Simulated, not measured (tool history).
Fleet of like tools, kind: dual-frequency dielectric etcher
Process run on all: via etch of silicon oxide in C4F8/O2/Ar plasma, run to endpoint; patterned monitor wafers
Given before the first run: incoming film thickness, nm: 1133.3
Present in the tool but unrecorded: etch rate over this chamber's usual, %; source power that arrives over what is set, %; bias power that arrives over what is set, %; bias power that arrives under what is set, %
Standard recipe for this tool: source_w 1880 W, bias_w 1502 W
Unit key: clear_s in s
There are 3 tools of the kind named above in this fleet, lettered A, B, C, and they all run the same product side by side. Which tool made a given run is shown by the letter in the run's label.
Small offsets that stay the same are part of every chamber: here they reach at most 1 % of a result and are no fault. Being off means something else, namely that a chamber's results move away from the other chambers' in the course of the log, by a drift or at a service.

| run | hour | source_w | bias_w | hours since the last wet clean | hours since the last source power generator calibration | hours since the last bias power generator calibration | clear_s |
|---|---|---|---|---|---|---|---|
| 1A | 4.1 | 1880 | 1502 | 424.1 | 310.2 | 2782.1 | 248.45 |
| 2B | 8.6 | 1880 | 1502 | 433.4 | 1591.3 | 2911.9 | 248.86 |
| 3C | 12.5 | 1880 | 1502 | 222.9 | 3613.6 | 1418 | 249.62 |
| 4C | 16.5 | 1880 | 1502 | 226.9 | 3617.6 | 1422 | 250.05 |
| 5A | 21 | 1880 | 1502 | 441 | 327.1 | 2799 | 247.77 |
| 6B | 26.7 | 1880 | 1502 | 451.5 | 1609.4 | 2930 | 250.85 |
| 7A | 30.5 | 1880 | 1502 | 450.5 | 336.6 | 2808.5 | 249.87 |
| 8C | 34.5 | 1880 | 1502 | 244.9 | 3635.6 | 1440 | 250.9 |
| 9B | 39.4 | 1880 | 1502 | 464.2 | 1622.1 | 2942.7 | 250.77 |
| 10C | 43.6 | 1880 | 1502 | 254 | 3644.7 | 1449.1 | 249.91 |
| 11B | 47.9 | 1530 | 1165 | 472.7 | 1630.6 | 2951.2 | 290.82 |
| 12A | 51.5 | 1530 | 1165 | 471.5 | 357.6 | 2829.5 | 287.99 |
|  | 55.5 | chamber B: wet clean of the chamber |
| 13A | 56.1 | 1530 | 1165 | 476.1 | 362.2 | 2834.1 | 288.35 |
| 14C | 58.9 | 1880 | 1502 | 269.3 | 3660 | 1464.4 | 249.92 |
| 15B | 63.4 | 1880 | 1502 | 7.9 | 1646.1 | 2966.7 | 242.4 |
| 16A | 68.7 | 1880 | 1502 | 488.7 | 374.8 | 2846.7 | 250.01 |
| 17C | 71.8 | 1880 | 1502 | 282.2 | 3672.9 | 1477.3 | 250.1 |
|  | 73.2 | chamber A: wet clean of the chamber |
| 18B | 75.5 | 1880 | 1502 | 20 | 1658.2 | 2978.8 | 241.03 |
| 19B | 79 | 1880 | 1502 | 23.5 | 1661.7 | 2982.3 | 241.39 |
| 20A | 82.2 | 1880 | 1502 | 9 | 388.3 | 2860.2 | 249.34 |
| 21C | 87.7 | 1880 | 1708 | 298.1 | 3688.8 | 1493.2 | 239.83 |
| 22B | 91.8 | 1880 | 1708 | 36.3 | 1674.5 | 2995.1 | 232.03 |
| 23C | 96.4 | 1880 | 1708 | 306.8 | 3697.5 | 1501.9 | 240.05 |
| 24A | 99.2 | 2180 | 1278 | 26 | 405.3 | 2877.2 | 245.13 |
| 25A | 104.1 | 2180 | 1278 | 30.9 | 410.2 | 2882.1 | 245.46 |
| 26C | 107 | 2180 | 1278 | 317.4 | 3708.1 | 1512.5 | 244.81 |
| 27B | 112.6 | 1880 | 1838 | 57.1 | 1695.3 | 3015.9 | 227.28 |
| 28C | 117.5 | 1880 | 1838 | 327.9 | 3718.6 | 1523 | 237.23 |
| 29B | 120.2 | 1880 | 1838 | 64.7 | 1702.9 | 3023.5 | 227.21 |
| 30A | 124.6 | 1880 | 1502 | 51.4 | 430.7 | 2902.6 | 247.46 |
| 31A | 129.4 | 1690 | 1502 | 56.2 | 435.5 | 2907.4 | 261.45 |
| 32C | 133.6 | 1690 | 1502 | 344 | 3734.7 | 1539.1 | 259.66 |
| 33B | 138.7 | 1690 | 1502 | 83.2 | 1721.4 | 3042 | 252.74 |
| 34A | 143.4 | 1880 | 1502 | 70.2 | 449.5 | 2921.4 | 249.03 |
| 35C | 146.2 | 1880 | 1502 | 356.6 | 3747.3 | 1551.7 | 247.49 |
| 36B | 150 | 1880 | 1502 | 94.5 | 1732.7 | 3053.3 | 242.28 |
| 37C | 152.6 | 1880 | 1502 | 363 | 3753.7 | 1558.1 | 248.15 |
| 38B | 156.6 | 1880 | 1502 | 101.1 | 1739.3 | 3059.9 | 239.84 |
| 39A | 161.7 | 1880 | 1502 | 88.5 | 467.8 | 2939.7 | 249.87 |
| 40B | 165.8 | 1880 | 1502 | 110.3 | 1748.5 | 3069.1 | 241.65 |

Predict what each chamber gives when all 3 of them run the settings below next.
| 41A | 169.9 | 1880 | 1502 |  |  |  | ? |
| 41B | 169.9 | 1880 | 1502 |  |  |  | ? |
| 41C | 169.9 | 1880 | 1502 |  |  |  | ? |

| run | clear_s |
|---|---|
| 41A | 250.26 |
| 41B | 239.68 |
| 41C | 247.94 |
